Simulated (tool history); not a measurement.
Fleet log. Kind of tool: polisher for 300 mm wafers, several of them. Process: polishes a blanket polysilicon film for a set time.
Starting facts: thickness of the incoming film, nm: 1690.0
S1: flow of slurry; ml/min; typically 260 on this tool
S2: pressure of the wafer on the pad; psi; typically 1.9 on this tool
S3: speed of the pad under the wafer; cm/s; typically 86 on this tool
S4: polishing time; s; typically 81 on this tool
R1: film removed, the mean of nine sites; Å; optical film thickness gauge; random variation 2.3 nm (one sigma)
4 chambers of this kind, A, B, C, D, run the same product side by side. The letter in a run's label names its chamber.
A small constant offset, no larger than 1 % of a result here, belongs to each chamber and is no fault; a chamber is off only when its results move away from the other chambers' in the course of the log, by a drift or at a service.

run 1C hour=5.5 | S1=260 S2=1.9 S3=86 S4=81 | R1=3647.1
run 2A hour=15.2 | S1=260 S2=1.9 S3=86 S4=81 | R1=3688.7
-- hour=25.2 chamber C: worn pad replaced by a new one
run 3B hour=25.4 | S1=260 S2=1.9 S3=86 S4=81 | R1=3771.2
run 4D hour=34.7 | S1=260 S2=1.9 S3=86 S4=81 | R1=3708.8
run 5A hour=40.0 | S1=260 S2=1.9 S3=86 S4=81 | R1=3670.3
run 6B hour=50.5 | S1=260 S2=1.9 S3=86 S4=81 | R1=3725.8
-- hour=51.0 chamber A: worn pad replaced by a new one
-- hour=53.0 chamber C: head pressure recalibrated
run 7D hour=56.9 | S1=260 S2=1.9 S3=86 S4=81 | R1=3704.7
run 8C hour=68.1 | S1=260 S2=1.9 S3=86 S4=81 | R1=3681.3
run 9B hour=78.2 | S1=260 S2=1.9 S3=86 S4=81 | R1=3764.4
run 10A hour=89.3 | S1=260 S2=2.5 S3=100 S4=81 | R1=5587.2
-- hour=91.8 chamber D: worn pad replaced by a new one
run 11D hour=98.8 | S1=260 S2=2.5 S3=100 S4=81 | R1=5698.4
-- hour=99.9 chamber B: worn pad replaced by a new one
run 12C hour=107.1 | S1=260 S2=2.5 S3=100 S4=81 | R1=5657.6
run 13D hour=114.9 | S1=260 S2=2.5 S3=100 S4=81 | R1=5650.0
run 14C hour=123.1 | S1=260 S2=1.9 S3=86 S4=81 | R1=3682.9
run 15A hour=130.3 | S1=260 S2=1.9 S3=86 S4=81 | R1=3678.3
-- hour=130.6 chamber C: worn pad replaced by a new one
run 16B hour=138.2 | S1=260 S2=1.9 S3=60 S4=63 | R1=2007.1
run 17B hour=146.8 | S1=260 S2=1.9 S3=60 S4=63 | R1=2024.9
run 18A hour=154.1 | S1=260 S2=1.9 S3=60 S4=63 | R1=1968.3
run 19C hour=164.4 | S1=260 S2=1.9 S3=60 S4=63 | R1=1982.4
run 20D hour=174.7 | S1=210 S2=1.9 S3=86 S4=98 | R1=4353.9
-- hour=181.3 chamber D: worn pad replaced by a new one
run 21D hour=185.4 | S1=210 S2=1.9 S3=86 S4=98 | R1=4361.3
-- hour=191.1 chamber B: slurry nozzle cleaned
run 22C hour=193.0 | S1=210 S2=1.9 S3=86 S4=98 | R1=4332.0
-- hour=200.4 chamber A: worn pad replaced by a new one
run 23B hour=203.5 | S1=210 S2=1.9 S3=86 S4=98 | R1=4450.4
run 24A hour=209.1 | S1=260 S2=1.9 S3=86 S4=81 | R1=3601.2
run 25A hour=215.7 | S1=260 S2=1.9 S3=86 S4=81 | R1=3591.1
run 26D hour=225.5 | S1=260 S2=1.9 S3=86 S4=81 | R1=3691.1
-- hour=228.1 chamber B: worn pad replaced by a new one
run 27C hour=233.1 | S1=260 S2=1.9 S3=86 S4=81 | R1=3691.6
-- hour=238.9 chamber C: worn pad replaced by a new one
run 28B hour=243.4 | S1=260 S2=1.4 S3=108 S4=81 | R1=3436.2
run 29D hour=251.4 | S1=260 S2=1.4 S3=108 S4=81 | R1=3363.4
run 30A hour=262.4 | S1=260 S2=1.4 S3=108 S4=81 | R1=3310.4
-- hour=263.4 chamber D: worn pad replaced by a new one
run 31C hour=271.0 | S1=260 S2=1.4 S3=108 S4=81 | R1=3419.3
run 32B hour=276.5 | S1=260 S2=1.9 S3=86 S4=81 | R1=3751.5
run 33D hour=287.4 | S1=260 S2=1.9 S3=114 S4=81 | R1=4851.7
run 34C hour=298.7 | S1=260 S2=1.9 S3=114 S4=81 | R1=4840.7
run 35B hour=304.7 | S1=260 S2=1.9 S3=114 S4=81 | R1=4992.4
run 36A hour=316.2 | S1=260 S2=1.9 S3=114 S4=81 | R1=4674.4
run 37A hour=325.9 | S1=260 S2=1.9 S3=86 S4=81 | R1=3518.7
run 38B hour=334.0 | S1=260 S2=1.9 S3=86 S4=81 | R1=3750.2
run 39C hour=341.9 | S1=260 S2=1.9 S3=86 S4=81 | R1=3670.4

For the next run the whole fleet of 4 chambers uses the same settings. Give each chamber's results:
run 40A hour=350.6 | S1=260 S2=1.9 S3=102 S4=81 | R1=?
run 40B hour=350.6 | S1=260 S2=1.9 S3=102 S4=81 | R1=?
run 40C hour=350.6 | S1=260 S2=1.9 S3=102 S4=81 | R1=?
run 40D hour=350.6 | S1=260 S2=1.9 S3=102 S4=81 | R1=?

run=40A R1=4188.3
run=40B R1=4512.8
run=40C R1=4334.4
run=40D R1=4334.7
